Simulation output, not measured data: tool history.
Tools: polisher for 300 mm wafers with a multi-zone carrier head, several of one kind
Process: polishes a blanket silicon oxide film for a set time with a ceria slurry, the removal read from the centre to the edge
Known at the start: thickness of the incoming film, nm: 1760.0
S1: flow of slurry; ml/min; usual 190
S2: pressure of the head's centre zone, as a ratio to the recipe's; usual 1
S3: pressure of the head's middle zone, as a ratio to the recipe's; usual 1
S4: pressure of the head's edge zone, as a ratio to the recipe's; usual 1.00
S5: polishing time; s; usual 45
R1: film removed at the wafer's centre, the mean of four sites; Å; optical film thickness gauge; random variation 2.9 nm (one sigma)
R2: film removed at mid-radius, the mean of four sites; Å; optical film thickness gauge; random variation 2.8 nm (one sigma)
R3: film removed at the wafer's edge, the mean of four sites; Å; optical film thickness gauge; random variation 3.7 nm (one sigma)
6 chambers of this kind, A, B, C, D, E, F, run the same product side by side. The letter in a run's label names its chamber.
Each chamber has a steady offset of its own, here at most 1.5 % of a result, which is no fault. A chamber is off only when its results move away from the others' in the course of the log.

{"run": "1A", "hour": 13.0, "S1": 190, "S2": 1, "S3": 1, "S4": 1.0, "S5": 45, "R1": 2510.1, "R2": 2500.8, "R3": 2505.5}
{"hour": 15.6, "done": "chamber E: worn pad replaced by a new one"}
{"hour": 18.2, "done": "chamber A: worn pad replaced by a new one"}
{"run": "2F", "hour": 28.0, "S1": 190, "S2": 1, "S3": 1, "S4": 1.0, "S5": 45, "R1": 2487.4, "R2": 2523.8, "R3": 2511.7}
{"run": "3D", "hour": 38.5, "S1": 190, "S2": 1, "S3": 1, "S4": 1.0, "S5": 45, "R1": 2512.5, "R2": 2490.2, "R3": 2543.5}
{"hour": 46.9, "done": "chamber F: worn pad replaced by a new one"}
{"run": "4B", "hour": 51.5, "S1": 190, "S2": 1, "S3": 1, "S4": 1.0, "S5": 45, "R1": 2435.5, "R2": 2518.9, "R3": 2451.4}
{"hour": 58.4, "done": "chamber C: worn pad replaced by a new one"}
{"run": "5E", "hour": 59.1, "S1": 190, "S2": 1, "S3": 1, "S4": 1.0, "S5": 35, "R1": 1942.8, "R2": 1950.1, "R3": 1965.2}
{"hour": 63.8, "done": "chamber E: slurry nozzle cleaned"}
{"run": "6C", "hour": 68.9, "S1": 190, "S2": 1, "S3": 1, "S4": 1.0, "S5": 35, "R1": 1904.5, "R2": 1939.4, "R3": 1883.2}
{"run": "7D", "hour": 78.8, "S1": 190, "S2": 1, "S3": 1, "S4": 1.0, "S5": 35, "R1": 1937.0, "R2": 1922.3, "R3": 1938.7}
{"hour": 82.9, "done": "chamber D: worn pad replaced by a new one"}
{"run": "8E", "hour": 93.1, "S1": 190, "S2": 1, "S3": 1, "S4": 1.0, "S5": 35, "R1": 1920.1, "R2": 1968.4, "R3": 1960.0}
{"hour": 98.2, "done": "chamber B: worn pad replaced by a new one"}
{"run": "9C", "hour": 103.6, "S1": 190, "S2": 1, "S3": 1, "S4": 1.0, "S5": 35, "R1": 1950.3, "R2": 1921.6, "R3": 1917.4}
{"hour": 107.9, "done": "chamber E: worn pad replaced by a new one"}
{"run": "10A", "hour": 112.1, "S1": 190, "S2": 1, "S3": 1, "S4": 1.0, "S5": 35, "R1": 1988.3, "R2": 1928.7, "R3": 1927.3}
{"hour": 117.2, "done": "chamber D: centre zone pressure recalibrated"}
{"hour": 126.4, "done": "chamber F: worn pad replaced by a new one"}
{"run": "11F", "hour": 126.8, "S1": 190, "S2": 1, "S3": 1, "S4": 1.0, "S5": 45, "R1": 2448.5, "R2": 2501.1, "R3": 2499.7}
{"hour": 130.5, "done": "chamber A: worn pad replaced by a new one"}
{"run": "12B", "hour": 139.3, "S1": 190, "S2": 1, "S3": 1, "S4": 1.0, "S5": 45, "R1": 2487.3, "R2": 2535.0, "R3": 2407.1}
{"hour": 145.3, "done": "chamber B: slurry nozzle cleaned"}
{"run": "13C", "hour": 148.9, "S1": 190, "S2": 1, "S3": 1, "S4": 1.0, "S5": 45, "R1": 2470.6, "R2": 2515.5, "R3": 2501.5}
{"run": "14A", "hour": 156.7, "S1": 190, "S2": 1, "S3": 1, "S4": 1.0, "S5": 45, "R1": 2513.9, "R2": 2460.2, "R3": 2481.1}
{"run": "15E", "hour": 171.5, "S1": 190, "S2": 1, "S3": 1, "S4": 1.0, "S5": 45, "R1": 2468.6, "R2": 2499.3, "R3": 2487.2}
{"hour": 174.8, "done": "chamber D: edge zone pressure recalibrated"}
{"hour": 176.5, "done": "chamber C: worn pad replaced by a new one"}
{"run": "16D", "hour": 185.7, "S1": 190, "S2": 1, "S3": 1, "S4": 1.0, "S5": 45, "R1": 2546.9, "R2": 2479.8, "R3": 2507.6}
{"hour": 188.6, "done": "chamber F: slurry nozzle cleaned"}
{"hour": 190.7, "done": "chamber D: worn pad replaced by a new one"}
{"run": "17F", "hour": 200.8, "S1": 190, "S2": 1, "S3": 1, "S4": 1.0, "S5": 45, "R1": 2441.6, "R2": 2488.7, "R3": 2494.9}
{"hour": 201.3, "done": "chamber E: worn pad replaced by a new one"}
{"hour": 208.7, "done": "chamber B: worn pad replaced by a new one"}
{"run": "18B", "hour": 216.4, "S1": 190, "S2": 1, "S3": 1, "S4": 1.0, "S5": 45, "R1": 2467.1, "R2": 2521.9, "R3": 2444.7}
{"hour": 224.8, "done": "chamber F: worn pad replaced by a new one"}
{"run": "19F", "hour": 231.5, "S1": 190, "S2": 1, "S3": 1, "S4": 1.0, "S5": 45, "R1": 2488.7, "R2": 2506.7, "R3": 2524.6}
{"run": "20D", "hour": 242.4, "S1": 190, "S2": 1, "S3": 1, "S4": 1.0, "S5": 45, "R1": 2485.5, "R2": 2490.1, "R3": 2441.6}
{"hour": 244.2, "done": "chamber B: centre zone pressure recalibrated"}
{"run": "21E", "hour": 252.2, "S1": 190, "S2": 1, "S3": 1, "S4": 1.0, "S5": 45, "R1": 2434.8, "R2": 2483.4, "R3": 2482.4}
{"hour": 260.4, "done": "chamber C: centre zone pressure recalibrated"}
{"hour": 261.1, "done": "chamber F: edge zone pressure recalibrated"}
{"run": "22A", "hour": 266.5, "S1": 190, "S2": 1, "S3": 1, "S4": 1.06, "S5": 45, "R1": 2513.6, "R2": 2480.9, "R3": 2546.3}
{"hour": 267.2, "done": "chamber E: edge zone pressure recalibrated"}
{"hour": 268.1, "done": "chamber A: worn pad replaced by a new one"}
{"run": "23C", "hour": 279.2, "S1": 190, "S2": 1, "S3": 1, "S4": 1.06, "S5": 45, "R1": 2509.8, "R2": 2448.7, "R3": 2568.2}
{"hour": 284.2, "done": "chamber D: worn pad replaced by a new one"}
{"hour": 286.9, "done": "chamber E: worn pad replaced by a new one"}
{"hour": 291.0, "done": "chamber C: worn pad replaced by a new one"}
{"run": "24B", "hour": 294.5, "S1": 190, "S2": 1, "S3": 1, "S4": 1.06, "S5": 45, "R1": 2465.8, "R2": 2535.5, "R3": 2524.6}
{"run": "25D", "hour": 305.9, "S1": 190, "S2": 1, "S3": 1, "S4": 1.06, "S5": 45, "R1": 2439.6, "R2": 2473.5, "R3": 2576.4}
{"hour": 313.7, "done": "chamber B: worn pad replaced by a new one"}
{"run": "26C", "hour": 320.9, "S1": 190, "S2": 1, "S3": 1, "S4": 1.06, "S5": 45, "R1": 2529.0, "R2": 2492.2, "R3": 2563.6}
{"hour": 324.7, "done": "chamber F: worn pad replaced by a new one"}
{"hour": 326.3, "done": "chamber C: edge zone pressure recalibrated"}
{"run": "27F", "hour": 336.2, "S1": 190, "S2": 1, "S3": 1, "S4": 1.06, "S5": 45, "R1": 2497.8, "R2": 2499.8, "R3": 2578.3}
{"run": "28B", "hour": 345.5, "S1": 190, "S2": 1, "S3": 1, "S4": 1.0, "S5": 45, "R1": 2475.0, "R2": 2467.7, "R3": 2458.3}
{"run": "29A", "hour": 353.4, "S1": 190, "S2": 1, "S3": 1, "S4": 1.0, "S5": 45, "R1": 2520.5, "R2": 2505.3, "R3": 2394.3}
{"run": "30E", "hour": 368.3, "S1": 190, "S2": 1, "S3": 1, "S4": 1.0, "S5": 45, "R1": 2492.9, "R2": 2474.8, "R3": 2474.3}
{"run": "31B", "hour": 376.3, "S1": 190, "S2": 1, "S3": 1, "S4": 1.0, "S5": 45, "R1": 2464.6, "R2": 2498.1, "R3": 2449.9}
{"hour": 377.1, "done": "chamber D: worn pad replaced by a new one"}
{"run": "32E", "hour": 384.3, "S1": 190, "S2": 1, "S3": 1, "S4": 1.0, "S5": 45, "R1": 2482.7, "R2": 2456.0, "R3": 2462.4}
{"run": "33D", "hour": 397.0, "S1": 190, "S2": 1, "S3": 1, "S4": 1.0, "S5": 45, "R1": 2504.2, "R2": 2505.2, "R3": 2467.5}
{"hour": 402.1, "done": "chamber F: slurry nozzle cleaned"}
{"run": "34C", "hour": 407.6, "S1": 190, "S2": 1, "S3": 1, "S4": 1.0, "S5": 45, "R1": 2487.1, "R2": 2479.4, "R3": 2454.7}
{"hour": 410.2, "done": "chamber A: worn pad replaced by a new one"}
{"hour": 415.0, "done": "chamber C: worn pad replaced by a new one"}
{"run": "35A", "hour": 422.9, "S1": 190, "S2": 1, "S3": 1, "S4": 1.0, "S5": 45, "R1": 2480.0, "R2": 2475.1, "R3": 2513.3}
{"hour": 426.3, "done": "chamber F: worn pad replaced by a new one"}
{"hour": 433.1, "done": "chamber F: centre zone pressure recalibrated"}
{"run": "36F", "hour": 434.1, "S1": 190, "S2": 1, "S3": 1, "S4": 1.0, "S5": 45, "R1": 2550.6, "R2": 2472.1, "R3": 2497.7}
{"run": "37C", "hour": 446.1, "S1": 190, "S2": 1, "S3": 1, "S4": 1.0, "S5": 45, "R1": 2469.6, "R2": 2500.2, "R3": 2464.2}

Is one chamber off against the others, does the gauge drift, or is nothing wrong? If a chamber is off, say which, and what the likeliest cause is.

No chamber stands off beyond its own small offset, and the gauge holds steady.

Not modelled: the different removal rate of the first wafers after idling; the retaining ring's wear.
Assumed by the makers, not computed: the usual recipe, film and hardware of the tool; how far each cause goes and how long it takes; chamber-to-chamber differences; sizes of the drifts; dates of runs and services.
